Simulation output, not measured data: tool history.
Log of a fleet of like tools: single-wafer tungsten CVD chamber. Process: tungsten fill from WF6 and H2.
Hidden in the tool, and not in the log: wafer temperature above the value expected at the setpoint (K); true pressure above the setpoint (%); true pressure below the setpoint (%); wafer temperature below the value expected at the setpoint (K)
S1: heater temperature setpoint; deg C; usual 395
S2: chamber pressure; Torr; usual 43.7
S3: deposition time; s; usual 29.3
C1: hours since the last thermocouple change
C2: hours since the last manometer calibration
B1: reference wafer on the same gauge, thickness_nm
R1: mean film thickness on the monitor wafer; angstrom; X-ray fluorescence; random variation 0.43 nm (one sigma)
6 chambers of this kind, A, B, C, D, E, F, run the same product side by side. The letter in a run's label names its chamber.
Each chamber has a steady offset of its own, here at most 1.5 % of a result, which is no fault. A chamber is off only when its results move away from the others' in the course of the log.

run   hour   S1    S2    S3      C1      C2      B1      R1
 1F    3.2  395  43.7  29.3  1579.7   974.2   108.8  912.55
 2B    6.2  395  43.7  29.3   823.2  1217.9  108.86  922.18
 3A   10.9  395  43.7  29.3  1369.8  1256.7  108.91  924.07
 4E   14.2  395  43.7  29.3  2554.8  1452.7  108.86  930.33
 5D   18.9  395  46.9  31.9   475.5   115.1  108.66  1037.8
 6C   23.1  395  46.9  31.9  1339.9   597.2  108.82  1041.4
 7C   28.1  395  46.9  31.9  1344.9   602.2   108.8  1037.9
 8A     31  395  46.9  31.9  1389.9  1276.8  108.75    1040
 9F   36.9  395  46.9  31.9  1613.4  1007.9  108.81  1028.1
10D   42.4  395  46.9  31.9     499   138.6  108.87  1039.3
11E   46.5  395  43.7  29.3  2587.1    1485  108.88  922.71
12B     51  395  43.7  29.3     868  1262.7  108.71  918.59
13F   54.1  395  43.7  29.3  1630.6  1025.1  108.82  913.64
14B   58.8  395  43.7  29.3   875.8  1270.5  108.65  917.52
15A   61.9  395  43.7  29.3  1420.8  1307.7  108.87  921.14
16C   65.9  395  34.5  27.5  1382.7     640  108.87  774.69
17D   71.8  395  34.5  27.5   528.4     168   108.8  776.96
18E   77.5  395  34.5  27.5  2618.1    1516   108.8  779.48
19D     82  395  34.5  27.5   538.6   178.2   108.9  778.95
20F   86.7  395  34.5  27.5  1663.2  1057.7  108.73  754.94
21A   90.9  395  34.5  27.5  1449.8  1336.7  108.98  774.47
22E   94.9  395  43.7  29.3  2635.5  1533.4  108.74  929.81
23C  100.3  395  43.7  29.3  1417.1   674.4  108.72   919.8
24B  106.4  395  43.7  29.3   923.4  1318.1  108.81  923.42
25B  110.4  395  43.7  29.3   927.4  1322.1  108.84  921.24
26D  116.9  395  43.7  29.3   573.5   213.1  108.85     929
27F  120.1  395  43.7  29.3  1696.6  1091.1  108.89  898.15
28E  123.9  395  43.7  29.3  2664.5  1562.4  108.78  929.75
29A  128.2  395  43.7  29.3  1487.1    1374  108.95  937.19
30C  134.1  395  43.7  29.3  1450.9   708.2  108.81  920.27
31C  137.5  395  43.7  29.3  1454.3   711.6  108.93  923.98
32E    141  395  43.7  29.3  2681.6  1579.5  108.87  929.13
33D  147.5  395  43.7  29.3   604.1   243.7  108.86  926.63
34B    151  395  43.7  29.3     968  1362.7  108.84  923.49
35A  154.8  395  43.7  29.3  1513.7  1400.6  108.99  932.69
36F  161.1  395  43.7  29.3  1737.6  1132.1   108.8  890.41
37B  166.8  395  43.7  29.3   983.8  1378.5  108.97  923.88
38F    173  395  43.7  29.3  1749.5    1144   108.7  882.61

What goes on in this fleet: one chamber off, a drifting gauge, or nothing beyond the chambers' own small offsets? Name the chamber and the cause, if any.

Chamber F drifts away from the others.
Cause: wafer temperature below the value expected at the setpoint (K) = 1.93.
The log may not tell that from: true pressure below the setpoint (%).

Here are 4 candidates for chamber F's next run, each the usual settings with a change, their results left as question marks. Which one brings its results back in line with what the others give on the usual settings?
In line means no further than this from the other chambers' mean on the usual settings: R1 15 angstrom
39F-1  177.6  395  44.1  29.7               ?
39F-2  177.6  395  42.6  28.3               ?
39F-3  177.6  394  43.5  29.3               ?
39F-4  177.6  395  43.7  30.6               ?

The other chambers' mean on the usual settings: R1 924.19 angstrom
  run      R1
39F-1  901.12
39F-2  844.71
39F-3  866.97
39F-4  924.62
39F-4 brings the chamber back in line.

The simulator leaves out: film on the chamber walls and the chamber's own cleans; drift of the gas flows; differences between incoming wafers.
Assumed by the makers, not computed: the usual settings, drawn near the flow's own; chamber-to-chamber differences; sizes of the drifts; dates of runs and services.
